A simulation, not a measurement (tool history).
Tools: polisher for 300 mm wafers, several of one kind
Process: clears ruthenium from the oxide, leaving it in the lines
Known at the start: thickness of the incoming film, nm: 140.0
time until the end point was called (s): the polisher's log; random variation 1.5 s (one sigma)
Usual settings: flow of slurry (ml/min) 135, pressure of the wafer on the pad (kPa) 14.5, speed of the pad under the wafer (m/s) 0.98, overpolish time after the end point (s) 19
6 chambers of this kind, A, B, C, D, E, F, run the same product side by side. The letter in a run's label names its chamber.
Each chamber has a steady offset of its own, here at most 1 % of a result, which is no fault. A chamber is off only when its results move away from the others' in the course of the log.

run   hour  flow of slurry (ml/min)  pressure of the wafer on the pad (kPa)  speed of the pad under the wafer (m/s)  overpolish time after the end point (s)  time until the end point was called (s)
 1D    5.7                      135                                    14.5                                    0.98                                       19                                  120.020
       9.8  -- chamber A: worn pad replaced by a new one
 2A   14.2                      135                                    14.5                                    0.98                                       19                                  117.580
      15.5  -- chamber D: worn pad replaced by a new one
 3E   23.5                      135                                    14.5                                    0.98                                       19                                  117.620
 4B   29.0                      135                                    14.5                                    0.98                                       19                                  115.750
      33.7  -- chamber B: worn pad replaced by a new one
 5C   35.4                      115                                    14.5                                    1.30                                       19                                   93.759
 6F   43.3                      115                                    14.5                                    1.30                                       19                                   93.255
 7C   52.6                      115                                    14.5                                    1.30                                       19                                   94.295
 8F   60.1                      115                                    14.5                                    1.30                                       19                                   94.629
      65.4  -- chamber C: slurry nozzle cleaned
 9E   67.3                      115                                    14.5                                    1.30                                       19                                   93.441
      68.9  -- chamber D: head pressure recalibrated
10A   75.0                      115                                    14.5                                    1.30                                       19                                   95.118
      77.8  -- chamber D: slurry nozzle cleaned
11D   80.4                      180                                    14.5                                    0.98                                       19                                  114.200
12B   88.2                      180                                    14.5                                    0.98                                       19                                  111.990
13B   92.7                      180                                    14.5                                    0.98                                       19                                  112.140
      93.0  -- chamber F: worn pad replaced by a new one
      95.9  -- chamber C: worn pad replaced by a new one
14F   99.0                      180                                    14.5                                    0.98                                       19                                  112.610
15A  108.4                      180                                    14.5                                    0.98                                       19                                  113.420
16E  116.1                      180                                    14.5                                    0.98                                       19                                  116.460
     117.7  -- chamber F: slurry nozzle cleaned
17C  122.6                      135                                    14.5                                    0.98                                       19                                  118.990
18D  130.5                      135                                    14.5                                    0.98                                       19                                  120.840
19E  138.9                      135                                    14.5                                    0.98                                       19                                  122.990
     147.3  -- chamber D: worn pad replaced by a new one
20F  148.0                      135                                    14.5                                    0.98                                       19                                  120.010
     151.2  -- chamber A: worn pad replaced by a new one
     151.9  -- chamber A: head pressure recalibrated
21A  152.7                      135                                    14.5                                    0.98                                       19                                  137.430
     153.5  -- chamber E: worn pad replaced by a new one
22C  161.5                      135                                    14.5                                    0.98                                       19                                  119.520
23B  166.1                      135                                    14.5                                    0.98                                       19                                  118.680
24D  170.8                      135                                    14.5                                    0.98                                       19                                  121.860
     171.7  -- chamber B: worn pad replaced by a new one
25E  178.3                      135                                    14.5                                    0.98                                       19                                  121.010
26B  186.7                      135                                    14.5                                    0.98                                       19                                  120.190
27D  194.9                      135                                    14.5                                    0.98                                       19                                  119.590
28F  200.2                      135                                    14.5                                    0.98                                       19                                  116.450
29A  209.1                      135                                    14.5                                    0.98                                       19                                  138.400
     209.7  -- chamber B: slurry nozzle cleaned
30C  217.9                      110                                    14.5                                    0.98                                       10                                  129.310
     219.7  -- chamber F: worn pad replaced by a new one
31B  226.2                      110                                    14.5                                    0.98                                       10                                  123.620
     231.3  -- chamber C: worn pad replaced by a new one
32C  233.2                      110                                    14.5                                    0.98                                       10                                  125.620
33D  240.7                      110                                    14.5                                    0.98                                       10                                  125.510
34F  245.8                      110                                    14.5                                    0.98                                       10                                  122.990
35E  254.5                      110                                    14.5                                    0.98                                       10                                  124.990
36A  261.7                      135                                    14.5                                    0.98                                       19                                  135.260
37C  267.6                      135                                    14.5                                    0.98                                       19                                  120.790
38E  273.1                      135                                    14.5                                    0.98                                       19                                  120.070
39F  281.8                      115                                    11.7                                    0.98                                       19                                  150.340

Is one chamber off against the others, does the gauge drift, or is nothing wrong? If a chamber is off, say which, and what the likeliest cause is.

A service left chamber A off against the others.
Cause: head's pressure below its setpoint, % = 11.3.

Here are 4 candidates for chamber A's next run, each the usual settings with a change, their results left as question marks. Which one brings its results back in line with what the others give on the usual settings?
In line means no further than this from the other chambers' mean on the usual settings: time until the end point was called (s) 5.300
40A-1  288.5                      130                                    14.5                                    0.76                                       19                                        ?
40A-2  288.5                      140                                    16.5                                    1.12                                       19                                        ?
40A-3  288.5                      135                                    16.5                                    0.98                                       19                                        ?
40A-4  288.5                      135                                    13.8                                    0.90                                       19                                        ?

The other chambers' mean on the usual settings: time until the end point was called (s) 120.150
  run  time until the end point was called (s)
40A-1                                  178.950
40A-2                                  104.720
40A-3                                  120.520
40A-4                                  157.490
40A-3 brings the chamber back in line.

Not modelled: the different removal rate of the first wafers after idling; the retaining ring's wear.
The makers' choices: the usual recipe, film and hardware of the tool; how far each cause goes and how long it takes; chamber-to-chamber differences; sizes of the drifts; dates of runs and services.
